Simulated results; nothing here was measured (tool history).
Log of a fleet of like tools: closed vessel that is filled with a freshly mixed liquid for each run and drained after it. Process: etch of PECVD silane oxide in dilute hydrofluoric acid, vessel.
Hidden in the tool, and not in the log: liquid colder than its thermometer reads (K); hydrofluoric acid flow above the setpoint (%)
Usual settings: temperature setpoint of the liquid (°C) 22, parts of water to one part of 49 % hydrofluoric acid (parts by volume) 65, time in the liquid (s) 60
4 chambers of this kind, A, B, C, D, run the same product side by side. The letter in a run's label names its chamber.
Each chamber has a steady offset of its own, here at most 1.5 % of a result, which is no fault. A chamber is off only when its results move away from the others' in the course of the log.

run,day,temperature setpoint of the liquid (°C),parts of water to one part of 49 % hydrofluoric acid (parts by volume),time in the liquid (s),hours since the thermometer was replaced,hours since the hydrofluoric acid flow meter was replaced,"read-back film thickness of the PECVD silane oxide reference wafer, read on the same gauge (nm)",thickness taken off the PECVD silane oxide on a monitor wafer (Å)
1A,0.279,22,65,60,1046.3,445.9,89.973,451.55
2D,0.708,22,65,60,1201.6,360.9,90.040,446.46
3C,1.262,22,65,60,1668.3,1204.7,90.034,437.66
4B,1.771,22,65,60,649.0,656.8,90.010,446.55
5B,2.196,22,65,60,659.2,667.0,90.019,442.12
6C,2.688,22,65,60,1702.5,1238.9,89.983,441.45
7A,2.929,24,65,75,1109.9,509.5,90.004,612.47
8D,3.258,24,65,75,1262.8,422.1,89.963,597.35
9D,3.750,24,65,75,1274.6,433.9,90.023,606.40
10A,4.175,24,65,75,1139.8,539.4,90.014,623.98
11C,4.492,22,65,60,1745.8,1282.2,89.981,444.72
12B,4.792,22,65,60,721.5,729.3,90.006,439.67
13B,5.092,22,65,60,728.7,736.5,90.013,439.39
14C,5.350,22,65,60,1766.4,1302.8,89.964,443.79
15D,5.642,22,65,60,1320.0,479.3,90.031,443.36
16A,6.096,22,50,60,1185.9,585.5,89.998,614.59
17D,6.588,22,50,60,1342.7,502.0,90.021,595.33
18B,6.879,22,50,60,771.6,779.4,89.991,583.02
19C,7.375,22,50,60,1815.0,1351.4,90.025,585.50
20A,7.717,22,65,60,1224.8,624.4,89.987,470.43
21A,8.083,22,65,60,1233.6,633.2,90.002,467.85
22D,8.517,22,65,60,1389.0,548.3,90.000,449.17
# day 8.867: chamber B: thermometer replaced
23C,9.029,22,65,80,1854.7,1391.1,90.021,588.81
24B,9.554,22,65,80,16.6,843.6,90.006,584.82
25C,9.896,22,65,80,1875.5,1411.9,89.996,583.12
26B,10.154,22,65,80,31.0,858.0,90.012,590.85

What goes on in this fleet: one chamber off, a drifting gauge, or nothing beyond the chambers' own small offsets? Name the chamber and the cause, if any.

Chamber A drifts away from the others.
Cause: hydrofluoric acid flow above the setpoint (%) = 6.29.
The log may not tell that from: liquid hotter than its thermometer reads (K).

Here are 4 candidates for chamber A's next run, each the usual settings with a change, their results left as question marks. Which one brings its results back in line with what the others give on the usual settings?
In line means no further than this from the other chambers' mean on the usual settings: thickness taken off the PECVD silane oxide on a monitor wafer (Å) 8.60
27A-1,10.550,21,65,60,,,,?
27A-2,10.550,22,70,60,,,,?
27A-3,10.550,23,65,60,,,,?
27A-4,10.550,22,65,65,,,,?

The other chambers' mean on the usual settings: thickness taken off the PECVD silane oxide on a monitor wafer (Å) 442.87
run,thickness taken off the PECVD silane oxide on a monitor wafer (Å)
27A-1,459.47
27A-2,442.23
27A-3,499.19
27A-4,518.92
27A-2 brings the chamber back in line.
